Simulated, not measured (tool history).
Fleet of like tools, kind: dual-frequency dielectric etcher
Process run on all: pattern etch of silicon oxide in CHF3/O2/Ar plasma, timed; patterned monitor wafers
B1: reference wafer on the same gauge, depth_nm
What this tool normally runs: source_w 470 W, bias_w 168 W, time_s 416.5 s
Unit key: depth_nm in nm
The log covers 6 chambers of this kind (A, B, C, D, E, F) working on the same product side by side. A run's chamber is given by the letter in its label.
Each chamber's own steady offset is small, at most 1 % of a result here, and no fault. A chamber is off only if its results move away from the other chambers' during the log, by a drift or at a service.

{"run": "1D", "hour": 2.4, "source_w": 470, "bias_w": 168, "time_s": 416.5, "B1": 748.86, "depth_nm": 734.81}
{"run": "2C", "hour": 5.0, "source_w": 470, "bias_w": 168, "time_s": 416.5, "B1": 749.17, "depth_nm": 732.63}
{"run": "3B", "hour": 8.0, "source_w": 470, "bias_w": 168, "time_s": 416.5, "B1": 749.22, "depth_nm": 724.36}
{"run": "4A", "hour": 12.1, "source_w": 470, "bias_w": 168, "time_s": 416.5, "B1": 748.37, "depth_nm": 738.83}
{"run": "5E", "hour": 16.0, "source_w": 470, "bias_w": 168, "time_s": 416.5, "B1": 749.45, "depth_nm": 730.21}
{"run": "6F", "hour": 18.3, "source_w": 470, "bias_w": 168, "time_s": 416.5, "B1": 748.7, "depth_nm": 737.65}
{"run": "7D", "hour": 21.6, "source_w": 470, "bias_w": 168, "time_s": 416.5, "B1": 748.81, "depth_nm": 736.64}
{"run": "8F", "hour": 25.1, "source_w": 470, "bias_w": 168, "time_s": 416.5, "B1": 748.78, "depth_nm": 740.3}
{"run": "9A", "hour": 27.0, "source_w": 470, "bias_w": 168, "time_s": 416.5, "B1": 748.98, "depth_nm": 739.7}
{"run": "10E", "hour": 28.9, "source_w": 470, "bias_w": 168, "time_s": 416.5, "B1": 749.3, "depth_nm": 731.86}
{"run": "11B", "hour": 32.3, "source_w": 470, "bias_w": 168, "time_s": 416.5, "B1": 748.88, "depth_nm": 729.88}
{"run": "12C", "hour": 36.2, "source_w": 470, "bias_w": 168, "time_s": 416.5, "B1": 748.74, "depth_nm": 737.76}
{"run": "13A", "hour": 38.4, "source_w": 470, "bias_w": 168, "time_s": 416.5, "B1": 749.48, "depth_nm": 735.83}
{"run": "14E", "hour": 42.3, "source_w": 470, "bias_w": 168, "time_s": 416.5, "B1": 749.54, "depth_nm": 728.55}
{"run": "15D", "hour": 44.2, "source_w": 470, "bias_w": 168, "time_s": 416.5, "B1": 748.84, "depth_nm": 730.99}
{"hour": 46.5, "done": "chamber F: wet clean of the chamber"}
{"hour": 46.8, "done": "chamber E: wet clean of the chamber"}
{"run": "16F", "hour": 48.3, "source_w": 470, "bias_w": 168, "time_s": 416.5, "B1": 748.34, "depth_nm": 734.4}
{"run": "17B", "hour": 51.0, "source_w": 470, "bias_w": 168, "time_s": 416.5, "B1": 748.75, "depth_nm": 721.65}
{"run": "18C", "hour": 54.0, "source_w": 470, "bias_w": 168, "time_s": 416.5, "B1": 749.62, "depth_nm": 733.37}
{"run": "19C", "hour": 56.7, "source_w": 470, "bias_w": 168, "time_s": 416.5, "B1": 749.23, "depth_nm": 737.48}
{"run": "20E", "hour": 59.0, "source_w": 470, "bias_w": 168, "time_s": 416.5, "B1": 749.26, "depth_nm": 710.41}
{"run": "21A", "hour": 62.1, "source_w": 470, "bias_w": 168, "time_s": 416.5, "B1": 749.26, "depth_nm": 730.37}
{"run": "22D", "hour": 65.0, "source_w": 470, "bias_w": 168, "time_s": 416.5, "B1": 749.01, "depth_nm": 735.47}
{"run": "23B", "hour": 67.2, "source_w": 420, "bias_w": 168, "time_s": 416.5, "B1": 748.62, "depth_nm": 700.02}
{"run": "24F", "hour": 69.7, "source_w": 420, "bias_w": 168, "time_s": 416.5, "B1": 749.61, "depth_nm": 708.07}
{"run": "25D", "hour": 73.5, "source_w": 420, "bias_w": 168, "time_s": 416.5, "B1": 748.71, "depth_nm": 699.43}
{"run": "26F", "hour": 76.3, "source_w": 420, "bias_w": 168, "time_s": 416.5, "B1": 748.8, "depth_nm": 706.12}
{"run": "27B", "hour": 78.4, "source_w": 420, "bias_w": 168, "time_s": 416.5, "B1": 749.55, "depth_nm": 698.56}
{"run": "28A", "hour": 80.4, "source_w": 420, "bias_w": 168, "time_s": 416.5, "B1": 749.43, "depth_nm": 704.21}
{"run": "29C", "hour": 82.9, "source_w": 470, "bias_w": 168, "time_s": 416.5, "B1": 748.64, "depth_nm": 731.86}
{"run": "30E", "hour": 85.2, "source_w": 470, "bias_w": 168, "time_s": 306, "B1": 749.45, "depth_nm": 523.07}
{"run": "31C", "hour": 87.6, "source_w": 470, "bias_w": 168, "time_s": 306, "B1": 748.66, "depth_nm": 541.38}
{"run": "32F", "hour": 89.5, "source_w": 470, "bias_w": 168, "time_s": 306, "B1": 748.59, "depth_nm": 541.78}
{"run": "33A", "hour": 91.8, "source_w": 470, "bias_w": 168, "time_s": 306, "B1": 748.97, "depth_nm": 543.37}
{"run": "34E", "hour": 95.0, "source_w": 470, "bias_w": 168, "time_s": 306, "B1": 748.67, "depth_nm": 521.76}
{"run": "35B", "hour": 97.8, "source_w": 470, "bias_w": 168, "time_s": 306, "B1": 748.6, "depth_nm": 532.81}
{"run": "36D", "hour": 100.7, "source_w": 470, "bias_w": 168, "time_s": 416.5, "B1": 748.98, "depth_nm": 734.95}
{"run": "37A", "hour": 104.3, "source_w": 470, "bias_w": 168, "time_s": 416.5, "B1": 748.64, "depth_nm": 736.08}
{"run": "38F", "hour": 107.4, "source_w": 470, "bias_w": 168, "time_s": 416.5, "B1": 748.89, "depth_nm": 732.73}
{"run": "39B", "hour": 110.0, "source_w": 470, "bias_w": 168, "time_s": 416.5, "B1": 748.42, "depth_nm": 726.47}
{"run": "40E", "hour": 112.8, "source_w": 470, "bias_w": 168, "time_s": 416.5, "B1": 748.65, "depth_nm": 712.18}

Next, every chamber runs the same settings. What will each give?
{"run": "41A", "hour": 115.9, "source_w": 470, "bias_w": 168, "time_s": 416.5, "depth_nm": "?"}
{"run": "41B", "hour": 115.9, "source_w": 470, "bias_w": 168, "time_s": 416.5, "depth_nm": "?"}
{"run": "41C", "hour": 115.9, "source_w": 470, "bias_w": 168, "time_s": 416.5, "depth_nm": "?"}
{"run": "41D", "hour": 115.9, "source_w": 470, "bias_w": 168, "time_s": 416.5, "depth_nm": "?"}
{"run": "41E", "hour": 115.9, "source_w": 470, "bias_w": 168, "time_s": 416.5, "depth_nm": "?"}
{"run": "41F", "hour": 115.9, "source_w": 470, "bias_w": 168, "time_s": 416.5, "depth_nm": "?"}

run=41A depth_nm=741.52
run=41B depth_nm=728.06
run=41C depth_nm=734.06
run=41D depth_nm=737.6
run=41E depth_nm=707.89
run=41F depth_nm=737.08

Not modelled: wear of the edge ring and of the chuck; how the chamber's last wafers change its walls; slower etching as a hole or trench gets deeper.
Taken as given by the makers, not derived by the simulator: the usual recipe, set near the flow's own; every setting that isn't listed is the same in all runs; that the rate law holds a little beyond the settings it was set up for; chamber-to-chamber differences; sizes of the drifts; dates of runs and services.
